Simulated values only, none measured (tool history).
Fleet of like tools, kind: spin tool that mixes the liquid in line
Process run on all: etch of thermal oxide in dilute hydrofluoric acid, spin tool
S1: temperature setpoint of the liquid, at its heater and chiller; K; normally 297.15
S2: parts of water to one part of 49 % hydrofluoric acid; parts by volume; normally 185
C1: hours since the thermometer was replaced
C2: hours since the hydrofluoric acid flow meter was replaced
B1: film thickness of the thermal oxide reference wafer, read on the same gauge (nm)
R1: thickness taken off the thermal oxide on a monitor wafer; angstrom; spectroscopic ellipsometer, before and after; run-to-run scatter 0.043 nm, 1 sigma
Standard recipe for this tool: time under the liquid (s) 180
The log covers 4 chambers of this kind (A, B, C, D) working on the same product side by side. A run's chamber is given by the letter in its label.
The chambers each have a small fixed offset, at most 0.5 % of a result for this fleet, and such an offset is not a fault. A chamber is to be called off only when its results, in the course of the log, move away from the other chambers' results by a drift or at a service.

{"run": "1C", "hour": 8.0, "S1": 297.15, "S2": 185, "time under the liquid (s)": 180, "C1": 240.9, "C2": 101.2, "B1": 150.02, "R1": 43.77}
{"run": "2A", "hour": 18.7, "S1": 297.15, "S2": 185, "time under the liquid (s)": 180, "C1": 1970.2, "C2": 129.3, "B1": 149.99, "R1": 43.055}
{"run": "3B", "hour": 26.9, "S1": 297.15, "S2": 185, "time under the liquid (s)": 180, "C1": 1650.2, "C2": 352.9, "B1": 149.97, "R1": 42.048}
{"run": "4D", "hour": 38.2, "S1": 297.15, "S2": 185, "time under the liquid (s)": 180, "C1": 538.2, "C2": 97.6, "B1": 150.03, "R1": 43.557}
{"run": "5D", "hour": 51.5, "S1": 293.65, "S2": 155, "time under the liquid (s)": 180, "C1": 551.5, "C2": 110.9, "B1": 150.02, "R1": 46.06}
{"run": "6A", "hour": 60.9, "S1": 293.65, "S2": 155, "time under the liquid (s)": 180, "C1": 2012.4, "C2": 171.5, "B1": 150.0, "R1": 46.169}
{"run": "7C", "hour": 69.5, "S1": 293.65, "S2": 155, "time under the liquid (s)": 180, "C1": 302.4, "C2": 162.7, "B1": 149.95, "R1": 46.292}
{"run": "8B", "hour": 77.7, "S1": 293.65, "S2": 155, "time under the liquid (s)": 180, "C1": 1701.0, "C2": 403.7, "B1": 149.99, "R1": 45.995}
{"run": "9A", "hour": 92.0, "S1": 297.15, "S2": 150, "time under the liquid (s)": 265, "C1": 2043.5, "C2": 202.6, "B1": 149.99, "R1": 81.087}
{"run": "10C", "hour": 104.8, "S1": 297.15, "S2": 150, "time under the liquid (s)": 265, "C1": 337.7, "C2": 198.0, "B1": 150.04, "R1": 80.429}
{"run": "11D", "hour": 117.3, "S1": 297.15, "S2": 150, "time under the liquid (s)": 265, "C1": 617.3, "C2": 176.7, "B1": 150.01, "R1": 81.177}
{"run": "12B", "hour": 130.5, "S1": 297.15, "S2": 150, "time under the liquid (s)": 265, "C1": 1753.8, "C2": 456.5, "B1": 149.97, "R1": 80.066}
{"run": "13C", "hour": 141.0, "S1": 297.15, "S2": 185, "time under the liquid (s)": 230, "C1": 373.9, "C2": 234.2, "B1": 150.03, "R1": 55.779}
{"run": "14D", "hour": 150.6, "S1": 297.15, "S2": 185, "time under the liquid (s)": 230, "C1": 650.6, "C2": 210.0, "B1": 150.01, "R1": 55.125}
{"run": "15B", "hour": 164.0, "S1": 297.15, "S2": 185, "time under the liquid (s)": 230, "C1": 1787.3, "C2": 490.0, "B1": 150.01, "R1": 54.58}
{"run": "16A", "hour": 176.5, "S1": 297.15, "S2": 185, "time under the liquid (s)": 230, "C1": 2128.0, "C2": 287.1, "B1": 150.0, "R1": 54.3}
{"run": "17D", "hour": 186.2, "S1": 297.15, "S2": 185, "time under the liquid (s)": 180, "C1": 686.2, "C2": 245.6, "B1": 149.97, "R1": 43.686}
{"run": "18A", "hour": 201.7, "S1": 297.15, "S2": 185, "time under the liquid (s)": 180, "C1": 2153.2, "C2": 312.3, "B1": 150.0, "R1": 42.584}
{"run": "19C", "hour": 214.1, "S1": 297.15, "S2": 185, "time under the liquid (s)": 180, "C1": 447.0, "C2": 307.3, "B1": 149.99, "R1": 42.318}
{"run": "20B", "hour": 221.2, "S1": 297.15, "S2": 185, "time under the liquid (s)": 180, "C1": 1844.5, "C2": 547.2, "B1": 149.99, "R1": 43.227}
{"run": "21D", "hour": 234.3, "S1": 297.15, "S2": 185, "time under the liquid (s)": 180, "C1": 734.3, "C2": 293.7, "B1": 150.0, "R1": 42.631}
{"run": "22A", "hour": 246.2, "S1": 297.15, "S2": 185, "time under the liquid (s)": 180, "C1": 2197.7, "C2": 356.8, "B1": 149.99, "R1": 42.957}
{"run": "23C", "hour": 259.1, "S1": 297.15, "S2": 185, "time under the liquid (s)": 180, "C1": 492.0, "C2": 352.3, "B1": 150.04, "R1": 42.774}
{"hour": 260.0, "done": "chamber B: thermometer replaced"}
{"hour": 262.3, "done": "chamber D: thermometer replaced"}
{"run": "24B", "hour": 271.9, "S1": 297.15, "S2": 185, "time under the liquid (s)": 180, "C1": 12.0, "C2": 597.9, "B1": 149.95, "R1": 41.951}
{"run": "25A", "hour": 282.4, "S1": 297.15, "S2": 185, "time under the liquid (s)": 180, "C1": 2233.9, "C2": 393.0, "B1": 149.99, "R1": 42.981}
{"run": "26B", "hour": 298.5, "S1": 297.15, "S2": 185, "time under the liquid (s)": 180, "C1": 38.6, "C2": 624.5, "B1": 150.02, "R1": 43.169}
{"run": "27D", "hour": 309.3, "S1": 294.15, "S2": 135, "time under the liquid (s)": 180, "C1": 47.0, "C2": 368.7, "B1": 149.99, "R1": 55.041}
{"run": "28C", "hour": 317.1, "S1": 294.15, "S2": 135, "time under the liquid (s)": 180, "C1": 550.0, "C2": 410.3, "B1": 150.05, "R1": 56.551}
{"run": "29C", "hour": 328.0, "S1": 294.15, "S2": 135, "time under the liquid (s)": 180, "C1": 560.9, "C2": 421.2, "B1": 150.05, "R1": 55.689}
{"run": "30B", "hour": 342.6, "S1": 294.15, "S2": 135, "time under the liquid (s)": 180, "C1": 82.7, "C2": 668.6, "B1": 149.99, "R1": 54.738}
{"run": "31D", "hour": 357.4, "S1": 297.15, "S2": 185, "time under the liquid (s)": 240, "C1": 95.1, "C2": 416.8, "B1": 150.01, "R1": 56.453}

Predict what each chamber gives when all 4 of them run the settings below next.
{"run": "32A", "hour": 368.9, "S1": 299.15, "S2": 185, "time under the liquid (s)": 180, "R1": "?"}
{"run": "32B", "hour": 368.9, "S1": 299.15, "S2": 185, "time under the liquid (s)": 180, "R1": "?"}
{"run": "32C", "hour": 368.9, "S1": 299.15, "S2": 185, "time under the liquid (s)": 180, "R1": "?"}
{"run": "32D", "hour": 368.9, "S1": 299.15, "S2": 185, "time under the liquid (s)": 180, "R1": "?"}

run=32A R1=46.196
run=32B R1=45.839
run=32C R1=46.913
run=32D R1=46.904
